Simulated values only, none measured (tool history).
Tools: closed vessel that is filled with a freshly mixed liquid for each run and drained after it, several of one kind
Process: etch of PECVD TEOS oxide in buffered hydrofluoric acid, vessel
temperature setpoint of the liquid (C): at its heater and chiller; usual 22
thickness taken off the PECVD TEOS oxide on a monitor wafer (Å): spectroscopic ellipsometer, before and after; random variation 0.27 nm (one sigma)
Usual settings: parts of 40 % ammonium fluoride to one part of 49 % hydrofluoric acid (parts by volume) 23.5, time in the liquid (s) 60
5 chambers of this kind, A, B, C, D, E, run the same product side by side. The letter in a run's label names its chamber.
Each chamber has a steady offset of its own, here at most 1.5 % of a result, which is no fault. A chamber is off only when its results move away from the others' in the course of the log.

run,day,temperature setpoint of the liquid (C),parts of 40 % ammonium fluoride to one part of 49 % hydrofluoric acid (parts by volume),time in the liquid (s),hours since the thermometer was replaced,hours since the hydrofluoric acid flow meter was replaced,"read-back film thickness of the PECVD TEOS oxide reference wafer, read on the same gauge (nm)",thickness taken off the PECVD TEOS oxide on a monitor wafer (Å)
1A,0.308,22,23.5,60,2617.2,624,130.03,303.49
2E,0.675,22,23.5,60,525.7,56.7,129.99,301.63
3D,0.971,22,23.5,60,848.8,1496.8,130.05,307.1
4C,1.354,22,23.5,60,1505.3,807.1,129.99,301.76
5B,1.675,22,23.5,60,159.2,100.7,130.02,305.75
6B,1.908,22,23.5,60,164.8,106.3,129.92,303.2
7E,2.25,22,23.5,60,563.5,94.5,130,299.22
8C,2.588,22,23.5,60,1534.9,836.7,129.96,310.35
9D,2.875,22,23.5,60,894.5,1542.5,130.01,303.7
10A,3.267,22,23.5,60,2688.2,695,130.03,298.41
11C,3.588,22,23.5,60,1558.9,860.7,130.01,305.21
12B,3.996,19.5,30,60,214.9,156.4,129.99,220.38
13A,4.354,19.5,30,60,2714.3,721.1,129.98,217.48
# day 4.454: chamber A: thermometer replaced
14D,4.571,19.5,30,60,935.2,1583.2,129.99,222.47
15E,5.05,19.5,30,60,630.7,161.7,130.01,218.93
16E,5.375,19.5,30,60,638.5,169.5,129.99,220.04
# day 5.617: chamber D: thermometer replaced
17C,5.7,22,23.5,60,1609.6,911.4,130.03,304.86
# day 5.729: chamber D: hydrofluoric acid flow meter replaced
18D,6.075,22,23.5,60,11,8.4,130.01,299.42
19B,6.329,22,23.5,60,270.9,212.4,130.05,303.5
20A,6.671,22,23.5,60,53.3,776.7,129.98,303.28
21C,6.979,22,15,60,1640.3,942.1,130.02,455.52
22B,7.358,22,15,60,295.6,237.1,129.98,456.47
23E,7.821,22,15,60,697.2,228.2,129.98,439.49
24D,8.142,22,15,60,60.6,58,130.01,442.32
25A,8.358,22,15,60,93.8,817.2,130.03,448.41
26D,8.746,22,23.5,60,75.1,72.5,129.98,301.36
27B,9.067,22,23.5,60,336.6,278.1,129.95,303.4
# day 9.346: chamber E: thermometer replaced
28E,9.412,22,23.5,60,1.7,266.4,130,302.46
29C,9.858,22,30,45,1709.4,1011.2,130.02,196.67
30A,10.142,22,30,45,136.6,860,129.98,191.01
31A,10.467,22,30,45,144.4,867.8,129.99,193.19
32B,10.754,22,30,45,377.1,318.6,129.98,191.51
33E,11.1,22,30,45,42.2,306.9,129.94,189.74
34C,11.333,22,23.5,60,1744.8,1046.6,130.02,309.38
35D,11.75,22,23.5,60,147.2,144.6,129.98,303.96
36D,12.021,22,23.5,60,153.7,151.1,130,306.95
37E,12.229,22,23.5,60,69.3,334,130.03,299.36
38C,12.533,22,23.5,60,1773.6,1075.4,129.99,304.95

All 5 chambers run these settings next. Forecast each chamber's results:
39A,12.883,22,23.5,85,,,,?
39B,12.883,22,23.5,85,,,,?
39C,12.883,22,23.5,85,,,,?
39D,12.883,22,23.5,85,,,,?
39E,12.883,22,23.5,85,,,,?

run,thickness taken off the PECVD TEOS oxide on a monitor wafer (Å)
39A,427.75
39B,430.62
39C,439.95
39D,425.32
39E,424.25
